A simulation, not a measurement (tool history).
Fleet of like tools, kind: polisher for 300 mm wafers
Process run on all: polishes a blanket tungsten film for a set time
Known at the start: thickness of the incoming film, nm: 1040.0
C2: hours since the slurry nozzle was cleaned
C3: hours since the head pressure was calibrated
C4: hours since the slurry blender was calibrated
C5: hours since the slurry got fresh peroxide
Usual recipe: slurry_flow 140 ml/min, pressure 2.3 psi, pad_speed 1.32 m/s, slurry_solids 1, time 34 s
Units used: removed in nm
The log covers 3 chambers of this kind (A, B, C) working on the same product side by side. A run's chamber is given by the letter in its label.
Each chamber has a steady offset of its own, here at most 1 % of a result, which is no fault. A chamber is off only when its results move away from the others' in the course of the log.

Run 1C, hour 2.8: usual settings; wafers polished on this pad 332; C2 390.0; C3 486.3; C4 208.0; C5 28.3. Result: removed 133.660 nm.
At hour 5.6: chamber B: worn pad replaced by a new one.
Run 2A, hour 6.2: usual settings; wafers polished on this pad 102; C2 17.5; C3 121.9; C4 296.6; C5 117.0. Result: removed 136.100 nm.
Run 3B, hour 9.0: usual settings; wafers polished on this pad 33; C2 217.4; C3 603.7; C4 146.4; C5 71.0. Result: removed 135.890 nm.
Run 4A, hour 12.2: usual settings; wafers polished on this pad 160; C2 23.5; C3 127.9; C4 302.6; C5 123.0. Result: removed 135.280 nm.
Run 5C, hour 16.0: usual settings; wafers polished on this pad 460; C2 403.2; C3 499.5; C4 221.2; C5 41.5. Result: removed 134.660 nm.
Run 6B, hour 20.4: usual settings; wafers polished on this pad 144; C2 228.8; C3 615.1; C4 157.8; C5 82.4. Result: removed 134.810 nm.
Run 7B, hour 24.1: usual settings; wafers polished on this pad 180; C2 232.5; C3 618.8; C4 161.5; C5 86.1. Result: removed 134.490 nm.
Run 8A, hour 27.7: usual settings; wafers polished on this pad 311; C2 39.0; C3 143.4; C4 318.1; C5 138.5. Result: removed 135.420 nm.
Run 9C, hour 32.5: usual settings; wafers polished on this pad 620; C2 419.7; C3 516.0; C4 237.7; C5 58.0. Result: removed 135.660 nm.
Run 10C, hour 36.7: usual settings; wafers polished on this pad 661; C2 423.9; C3 520.2; C4 241.9; C5 62.2. Result: removed 132.650 nm.
Run 11B, hour 40.0: usual settings; wafers polished on this pad 334; C2 248.4; C3 634.7; C4 177.4; C5 102.0. Result: removed 134.320 nm.
Run 12A, hour 43.4: usual settings; wafers polished on this pad 463; C2 54.7; C3 159.1; C4 333.8; C5 154.2. Result: removed 134.600 nm.
Run 13C, hour 46.7: usual settings; wafers polished on this pad 758; C2 433.9; C3 530.2; C4 251.9; C5 72.2. Result: removed 131.820 nm.
Run 14A, hour 50.4: usual settings but pressure 1.6 psi; wafers polished on this pad 531; C2 61.7; C3 166.1; C4 340.8; C5 161.2. Result: removed 94.166 nm.
Run 15B, hour 54.2: usual settings but pressure 1.6 psi; wafers polished on this pad 471; C2 262.6; C3 648.9; C4 191.6; C5 116.2. Result: removed 93.948 nm.
Run 16A, hour 56.5: usual settings but pressure 1.6 psi; wafers polished on this pad 590; C2 67.8; C3 172.2; C4 346.9; C5 167.3. Result: removed 95.019 nm.
Run 17C, hour 59.6: usual settings; wafers polished on this pad 883; C2 446.8; C3 543.1; C4 264.8; C5 85.1. Result: removed 130.190 nm.
Run 18B, hour 62.0: usual settings; wafers polished on this pad 547; C2 270.4; C3 656.7; C4 199.4; C5 124.0. Result: removed 135.950 nm.
Run 19B, hour 66.3: usual settings; wafers polished on this pad 589; C2 274.7; C3 661.0; C4 203.7; C5 128.3. Result: removed 135.440 nm.
At hour 70.5: chamber A: worn pad replaced by a new one.
Run 20C, hour 71.2: usual settings; wafers polished on this pad 995; C2 458.4; C3 554.7; C4 276.4; C5 96.7. Result: removed 125.750 nm.
Run 21A, hour 75.9: usual settings; wafers polished on this pad 52; C2 87.2; C3 191.6; C4 366.3; C5 186.7. Result: removed 135.050 nm.
Run 22B, hour 79.3: usual settings; wafers polished on this pad 715; C2 287.7; C3 674.0; C4 216.7; C5 141.3. Result: removed 134.760 nm.
At hour 82.1: chamber A: slurry tank refilled with fresh slurry and peroxide.
Run 23C, hour 83.0: usual settings; wafers polished on this pad 1109; C2 470.2; C3 566.5; C4 288.2; C5 108.5. Result: removed 125.080 nm.
Run 24A, hour 85.2: usual settings; wafers polished on this pad 142; C2 96.5; C3 200.9; C4 375.6; C5 3.1. Result: removed 138.180 nm.
At hour 86.8: chamber B: slurry tank refilled with fresh slurry and peroxide.
Run 25B, hour 89.7: usual settings; wafers polished on this pad 815; C2 298.1; C3 684.4; C4 227.1; C5 3.0. Result: removed 135.590 nm.
Run 26A, hour 92.0: usual settings; wafers polished on this pad 208; C2 103.3; C3 207.7; C4 382.4; C5 9.9. Result: removed 137.570 nm.

The same settings go to every chamber for the next run, one line per chamber below. Forecast the results for each:
Run 27A, hour 95.5: usual settings. Result: removed ?.
Run 27B, hour 95.5: usual settings. Result: removed ?.
Run 27C, hour 95.5: usual settings. Result: removed ?.

run  removed
27A  136.510
27B  135.110
27C  120.530
